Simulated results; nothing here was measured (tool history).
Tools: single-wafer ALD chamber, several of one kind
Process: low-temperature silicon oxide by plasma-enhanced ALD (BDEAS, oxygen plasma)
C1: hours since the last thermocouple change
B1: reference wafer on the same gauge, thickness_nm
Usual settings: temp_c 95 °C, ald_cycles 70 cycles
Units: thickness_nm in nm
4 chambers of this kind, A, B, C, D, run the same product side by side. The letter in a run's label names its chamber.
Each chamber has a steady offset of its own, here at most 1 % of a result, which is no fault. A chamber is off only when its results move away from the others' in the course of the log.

{"run": "1C", "hour": 9.9, "temp_c": 95, "ald_cycles": 70, "C1": 2120.7, "B1": 8.5972, "thickness_nm": 10.249}
{"run": "2A", "hour": 19.4, "temp_c": 95, "ald_cycles": 70, "C1": 2007.3, "B1": 8.6015, "thickness_nm": 10.123}
{"run": "3B", "hour": 27.6, "temp_c": 95, "ald_cycles": 70, "C1": 1757.4, "B1": 8.6034, "thickness_nm": 10.195}
{"run": "4D", "hour": 32.5, "temp_c": 95, "ald_cycles": 70, "C1": 803.1, "B1": 8.5975, "thickness_nm": 10.279}
{"run": "5A", "hour": 42.0, "temp_c": 95, "ald_cycles": 70, "C1": 2029.9, "B1": 8.6033, "thickness_nm": 10.186}
{"run": "6D", "hour": 49.7, "temp_c": 95, "ald_cycles": 70, "C1": 820.3, "B1": 8.5971, "thickness_nm": 10.31}
{"run": "7C", "hour": 56.4, "temp_c": 95, "ald_cycles": 70, "C1": 2167.2, "B1": 8.6028, "thickness_nm": 10.268}
{"hour": 63.3, "done": "chamber A: thermocouple changed; heater temperature recalibrated"}
{"run": "8B", "hour": 64.5, "temp_c": 95, "ald_cycles": 70, "C1": 1794.3, "B1": 8.5976, "thickness_nm": 10.186}
{"run": "9C", "hour": 71.2, "temp_c": 95, "ald_cycles": 70, "C1": 2182.0, "B1": 8.6008, "thickness_nm": 10.191}
{"run": "10D", "hour": 80.9, "temp_c": 90, "ald_cycles": 81, "C1": 851.5, "B1": 8.5964, "thickness_nm": 12.061}
{"run": "11A", "hour": 90.4, "temp_c": 90, "ald_cycles": 81, "C1": 27.2, "B1": 8.599, "thickness_nm": 12.017}
{"run": "12B", "hour": 95.8, "temp_c": 90, "ald_cycles": 81, "C1": 1825.6, "B1": 8.5991, "thickness_nm": 11.941}
{"run": "13B", "hour": 106.1, "temp_c": 90, "ald_cycles": 81, "C1": 1835.9, "B1": 8.5988, "thickness_nm": 11.958}
{"run": "14A", "hour": 111.9, "temp_c": 95, "ald_cycles": 70, "C1": 48.7, "B1": 8.6004, "thickness_nm": 10.16}
{"run": "15C", "hour": 117.4, "temp_c": 95, "ald_cycles": 70, "C1": 2228.2, "B1": 8.6023, "thickness_nm": 10.222}
{"run": "16D", "hour": 123.5, "temp_c": 95, "ald_cycles": 70, "C1": 894.1, "B1": 8.6021, "thickness_nm": 10.33}
{"run": "17B", "hour": 132.8, "temp_c": 95, "ald_cycles": 70, "C1": 1862.6, "B1": 8.5985, "thickness_nm": 10.197}
{"run": "18C", "hour": 140.9, "temp_c": 95, "ald_cycles": 70, "C1": 2251.7, "B1": 8.5985, "thickness_nm": 10.239}
{"run": "19D", "hour": 149.8, "temp_c": 81, "ald_cycles": 65, "C1": 920.4, "B1": 8.6027, "thickness_nm": 10.049}
{"run": "20A", "hour": 155.3, "temp_c": 81, "ald_cycles": 65, "C1": 92.1, "B1": 8.6015, "thickness_nm": 9.8928}
{"run": "21A", "hour": 159.9, "temp_c": 81, "ald_cycles": 65, "C1": 96.7, "B1": 8.6031, "thickness_nm": 9.886}
{"run": "22D", "hour": 166.4, "temp_c": 81, "ald_cycles": 65, "C1": 937.0, "B1": 8.598, "thickness_nm": 9.9967}
{"run": "23B", "hour": 172.2, "temp_c": 95, "ald_cycles": 70, "C1": 1902.0, "B1": 8.6029, "thickness_nm": 10.157}
{"run": "24C", "hour": 181.8, "temp_c": 95, "ald_cycles": 70, "C1": 2292.6, "B1": 8.6014, "thickness_nm": 10.248}
{"run": "25B", "hour": 189.5, "temp_c": 95, "ald_cycles": 70, "C1": 1919.3, "B1": 8.5997, "thickness_nm": 10.18}
{"run": "26D", "hour": 197.0, "temp_c": 95, "ald_cycles": 70, "C1": 967.6, "B1": 8.5975, "thickness_nm": 10.25}
{"run": "27C", "hour": 205.0, "temp_c": 95, "ald_cycles": 70, "C1": 2315.8, "B1": 8.6016, "thickness_nm": 10.217}
{"run": "28A", "hour": 213.5, "temp_c": 95, "ald_cycles": 70, "C1": 150.3, "B1": 8.602, "thickness_nm": 10.192}
{"run": "29C", "hour": 222.8, "temp_c": 95, "ald_cycles": 70, "C1": 2333.6, "B1": 8.6048, "thickness_nm": 10.217}
{"run": "30D", "hour": 230.7, "temp_c": 95, "ald_cycles": 70, "C1": 1001.3, "B1": 8.5991, "thickness_nm": 10.297}
{"run": "31B", "hour": 237.9, "temp_c": 95, "ald_cycles": 70, "C1": 1967.7, "B1": 8.5976, "thickness_nm": 10.159}
{"run": "32A", "hour": 242.5, "temp_c": 95, "ald_cycles": 70, "C1": 179.3, "B1": 8.5987, "thickness_nm": 10.139}
{"run": "33B", "hour": 251.7, "temp_c": 86, "ald_cycles": 70, "C1": 1981.5, "B1": 8.5992, "thickness_nm": 10.496}
{"run": "34C", "hour": 257.8, "temp_c": 86, "ald_cycles": 70, "C1": 2368.6, "B1": 8.5995, "thickness_nm": 10.567}
{"run": "35D", "hour": 264.8, "temp_c": 86, "ald_cycles": 70, "C1": 1035.4, "B1": 8.6034, "thickness_nm": 10.619}
{"run": "36A", "hour": 270.3, "temp_c": 86, "ald_cycles": 70, "C1": 207.1, "B1": 8.6049, "thickness_nm": 10.509}
{"run": "37A", "hour": 279.6, "temp_c": 95, "ald_cycles": 70, "C1": 216.4, "B1": 8.6006, "thickness_nm": 10.186}
{"run": "38C", "hour": 289.3, "temp_c": 89, "ald_cycles": 70, "C1": 2400.1, "B1": 8.6048, "thickness_nm": 10.449}

Is one chamber off against the others, does the gauge drift, or is nothing wrong? If a chamber is off, say which, and what the likeliest cause is.

No chamber stands off beyond its own small offset, and the gauge holds steady.
